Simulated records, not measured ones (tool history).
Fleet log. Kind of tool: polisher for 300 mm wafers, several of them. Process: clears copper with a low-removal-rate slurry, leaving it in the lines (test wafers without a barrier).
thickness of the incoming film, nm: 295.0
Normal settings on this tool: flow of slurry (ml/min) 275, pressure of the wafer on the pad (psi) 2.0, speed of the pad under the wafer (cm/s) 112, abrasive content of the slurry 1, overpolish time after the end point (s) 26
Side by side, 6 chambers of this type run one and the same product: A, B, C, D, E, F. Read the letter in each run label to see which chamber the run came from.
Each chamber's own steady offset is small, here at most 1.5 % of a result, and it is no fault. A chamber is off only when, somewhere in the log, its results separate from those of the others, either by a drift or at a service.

| run | hour | flow of slurry (ml/min) | pressure of the wafer on the pad (psi) | speed of the pad under the wafer (cm/s) | abrasive content of the slurry | overpolish time after the end point (s) | time until the end point was called (s) | dishing of a wide line in a test structure (Å) |
|---|---|---|---|---|---|---|---|---|
|  | 1.9 | chamber C: head pressure recalibrated |
| 1D | 8.8 | 275 | 2.0 | 112 | 1 | 26 | 113.25 | 381.11 |
| 2C | 13.9 | 275 | 2.0 | 112 | 1 | 26 | 110.94 | 386.39 |
|  | 18.5 | chamber D: worn pad replaced by a new one |
| 3F | 21.0 | 275 | 2.0 | 112 | 1 | 26 | 110.90 | 391.61 |
| 4E | 26.1 | 275 | 2.0 | 112 | 1 | 26 | 112.63 | 386.48 |
|  | 30.3 | chamber E: worn pad replaced by a new one |
| 5B | 30.7 | 275 | 1.5 | 140 | 1 | 26 | 114.55 | 355.32 |
| 6A | 35.4 | 275 | 1.5 | 140 | 1 | 26 | 120.83 | 351.02 |
| 7D | 40.5 | 275 | 1.5 | 140 | 1 | 26 | 120.49 | 351.50 |
| 8B | 50.9 | 275 | 1.5 | 140 | 1 | 26 | 116.97 | 353.78 |
| 9E | 59.8 | 275 | 1.5 | 140 | 1 | 26 | 115.19 | 353.40 |
| 10F | 66.5 | 275 | 1.5 | 140 | 1 | 26 | 116.02 | 357.01 |
| 11C | 75.2 | 275 | 1.6 | 112 | 1 | 26 | 141.00 | 324.52 |
| 12A | 82.4 | 275 | 1.6 | 112 | 1 | 26 | 138.78 | 313.97 |
|  | 90.0 | chamber B: slurry blender recalibrated |
| 13A | 92.8 | 275 | 1.6 | 112 | 1 | 26 | 143.26 | 313.36 |
| 14B | 97.5 | 275 | 1.6 | 112 | 1 | 26 | 137.06 | 322.23 |
| 15D | 103.7 | 275 | 1.6 | 112 | 1 | 26 | 140.29 | 317.56 |
| 16F | 109.4 | 275 | 1.6 | 112 | 1 | 26 | 140.76 | 323.88 |
| 17C | 116.1 | 275 | 2.0 | 112 | 1 | 26 | 110.10 | 390.14 |
| 18E | 123.0 | 275 | 2.0 | 112 | 1 | 26 | 115.00 | 381.01 |
|  | 123.8 | chamber C: worn pad replaced by a new one |
|  | 128.8 | chamber D: worn pad replaced by a new one |
| 19B | 130.6 | 275 | 2.0 | 112 | 1 | 26 | 108.52 | 386.24 |
| 20C | 137.7 | 275 | 2.0 | 112 | 1 | 26 | 113.61 | 384.88 |
|  | 142.8 | chamber E: slurry blender recalibrated |
| 21F | 147.0 | 275 | 2.0 | 112 | 1 | 26 | 107.82 | 381.51 |
|  | 148.7 | chamber F: worn pad replaced by a new one |
| 22D | 156.0 | 275 | 2.0 | 112 | 1 | 26 | 119.24 | 364.58 |
|  | 164.3 | chamber E: worn pad replaced by a new one |
| 23A | 165.1 | 275 | 2.0 | 112 | 1 | 26 | 113.73 | 375.91 |
| 24E | 173.2 | 275 | 2.0 | 112 | 1 | 26 | 108.23 | 383.79 |
| 25D | 177.9 | 275 | 2.0 | 112 | 1 | 26 | 119.52 | 368.77 |
|  | 179.9 | chamber B: slurry nozzle cleaned |
| 26E | 184.5 | 275 | 2.0 | 112 | 1 | 26 | 109.95 | 386.41 |
| 27F | 189.7 | 275 | 2.0 | 112 | 1 | 26 | 114.38 | 383.28 |
|  | 193.1 | chamber B: worn pad replaced by a new one |
| 28A | 194.5 | 275 | 2.0 | 112 | 1 | 26 | 113.99 | 375.25 |
| 29C | 199.5 | 275 | 2.0 | 112 | 1 | 26 | 111.00 | 383.36 |
|  | 201.3 | chamber B: slurry blender recalibrated |
|  | 201.9 | chamber A: worn pad replaced by a new one |
| 30B | 207.8 | 275 | 2.0 | 112 | 1 | 26 | 112.71 | 383.69 |
| 31B | 218.0 | 275 | 2.0 | 112 | 1 | 26 | 111.23 | 384.15 |
| 32D | 227.5 | 275 | 2.0 | 112 | 1 | 26 | 123.06 | 354.43 |
|  | 230.1 | chamber C: slurry blender recalibrated |
| 33A | 233.3 | 275 | 2.0 | 112 | 1 | 26 | 111.47 | 373.11 |
| 34F | 239.4 | 275 | 2.0 | 112 | 1 | 26 | 111.76 | 388.81 |
| 35E | 248.2 | 275 | 2.0 | 112 | 1 | 26 | 113.08 | 389.93 |
| 36C | 256.0 | 275 | 2.0 | 112 | 1 | 26 | 110.67 | 383.87 |
| 37F | 264.9 | 275 | 2.0 | 112 | 1 | 26 | 113.35 | 384.27 |

Next, all 6 chambers run the settings below, one line each with question marks for the results. What does each chamber give?
| 38A | 272.4 | 275 | 2.0 | 112 | 1 | 26 | ? | ? |
| 38B | 272.4 | 275 | 2.0 | 112 | 1 | 26 | ? | ? |
| 38C | 272.4 | 275 | 2.0 | 112 | 1 | 26 | ? | ? |
| 38D | 272.4 | 275 | 2.0 | 112 | 1 | 26 | ? | ? |
| 38E | 272.4 | 275 | 2.0 | 112 | 1 | 26 | ? | ? |
| 38F | 272.4 | 275 | 2.0 | 112 | 1 | 26 | ? | ? |

| run | time until the end point was called (s) | dishing of a wide line in a test structure (Å) |
|---|---|---|
| 38A | 112.81 | 380.33 |
| 38B | 113.43 | 375.93 |
| 38C | 108.93 | 388.22 |
| 38D | 124.30 | 342.94 |
| 38E | 111.22 | 387.05 |
| 38F | 110.99 | 390.38 |
